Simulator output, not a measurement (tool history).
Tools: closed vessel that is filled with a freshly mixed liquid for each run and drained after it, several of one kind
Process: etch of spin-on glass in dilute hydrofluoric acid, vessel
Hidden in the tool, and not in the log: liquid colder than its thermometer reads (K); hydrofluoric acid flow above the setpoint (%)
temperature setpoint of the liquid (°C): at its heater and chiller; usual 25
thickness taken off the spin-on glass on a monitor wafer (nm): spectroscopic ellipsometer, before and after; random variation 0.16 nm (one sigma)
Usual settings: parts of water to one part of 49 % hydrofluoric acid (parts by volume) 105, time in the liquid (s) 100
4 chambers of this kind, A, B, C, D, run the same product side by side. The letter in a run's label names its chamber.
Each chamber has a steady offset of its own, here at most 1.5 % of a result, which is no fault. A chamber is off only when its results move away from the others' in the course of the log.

run,hour,temperature setpoint of the liquid (°C),parts of water to one part of 49 % hydrofluoric acid (parts by volume),time in the liquid (s),hours since the thermometer was replaced,hours since the hydrofluoric acid flow meter was replaced,"read-back film thickness of the spin-on glass reference wafer, read on the same gauge (nm)",thickness taken off the spin-on glass on a monitor wafer (nm)
1D,15.5,25,105,100,435.7,326.6,69.996,20.582
2A,30.5,25,105,100,2561.1,1563.3,70.003,20.440
3B,44.3,25,105,100,466.7,1365.8,69.974,20.654
4C,56.7,25,105,100,462.4,1178.0,69.996,21.168
5D,65.4,25,105,100,485.6,376.5,70.001,20.627
6A,79.1,25,105,100,2609.7,1611.9,69.982,20.307
7B,86.8,25,105,100,509.2,1408.3,69.988,21.143
8C,101.6,25,105,100,507.3,1222.9,69.987,21.097
9B,109.7,25,105,120,532.1,1431.2,70.015,25.282
10A,119.3,25,105,120,2649.9,1652.1,69.992,24.176
11C,127.3,25,105,120,533.0,1248.6,70.007,24.999
12D,136.0,25,105,120,556.2,447.1,70.013,24.362
13A,147.5,25,105,100,2678.1,1680.3,69.981,20.289
14B,155.4,25,105,100,577.8,1476.9,70.024,21.428
15C,167.3,23,105,125,573.0,1288.6,70.000,24.397
16D,178.5,23,105,125,598.7,489.6,69.984,23.640
17D,191.3,23,105,125,611.5,502.4,70.022,24.078
18A,199.1,23,105,125,2729.7,1731.9,69.982,23.393
19B,211.8,25,105,100,634.2,1533.3,70.026,22.210
20C,223.1,27,105,100,628.8,1344.4,70.013,22.551
21D,238.7,27,105,100,658.9,549.8,69.992,21.839
22B,249.0,27,105,100,671.4,1570.5,69.991,23.726
23A,259.1,27,105,100,2789.7,1791.9,70.024,21.867
24C,274.5,25,105,100,680.2,1395.8,70.008,20.864
25A,283.3,25,105,100,2813.9,1816.1,70.008,20.562
# hour 292.0: chamber D: hydrofluoric acid flow meter replaced
26B,295.2,25,105,100,717.6,1616.7,69.971,22.754
27C,305.3,25,105,100,711.0,1426.6,70.034,21.249
28D,320.7,25,105,100,740.9,28.8,69.983,20.936
29D,329.2,25,105,100,749.4,37.3,69.991,20.623
30A,338.1,25,105,100,2868.7,1870.9,69.995,20.399

Is one chamber off against the others, does the gauge drift, or is nothing wrong? If a chamber is off, say which, and what the likeliest cause is.

Chamber B drifts away from the others.
Cause: hydrofluoric acid flow above the setpoint (%) = 9.
The log may not tell that from: liquid hotter than its thermometer reads (K).

Here are 4 candidates for chamber B's next run, each the usual settings with a change, their results left as question marks. Which one brings its results back in line with what the others give on the usual settings?
In line means no further than this from the other chambers' mean on the usual settings: thickness taken off the spin-on glass on a monitor wafer (nm) 0.550
31B-1,349.6,25.0,105,90,,,,?
31B-2,349.6,25.0,105,95,,,,?
31B-3,349.6,27.5,105,100,,,,?
31B-4,349.6,25.0,105,105,,,,?

The other chambers' mean on the usual settings: thickness taken off the spin-on glass on a monitor wafer (nm) 20.707
run,thickness taken off the spin-on glass on a monitor wafer (nm)
31B-1,20.772
31B-2,21.926
31B-3,25.429
31B-4,24.234
31B-1 brings the chamber back in line.

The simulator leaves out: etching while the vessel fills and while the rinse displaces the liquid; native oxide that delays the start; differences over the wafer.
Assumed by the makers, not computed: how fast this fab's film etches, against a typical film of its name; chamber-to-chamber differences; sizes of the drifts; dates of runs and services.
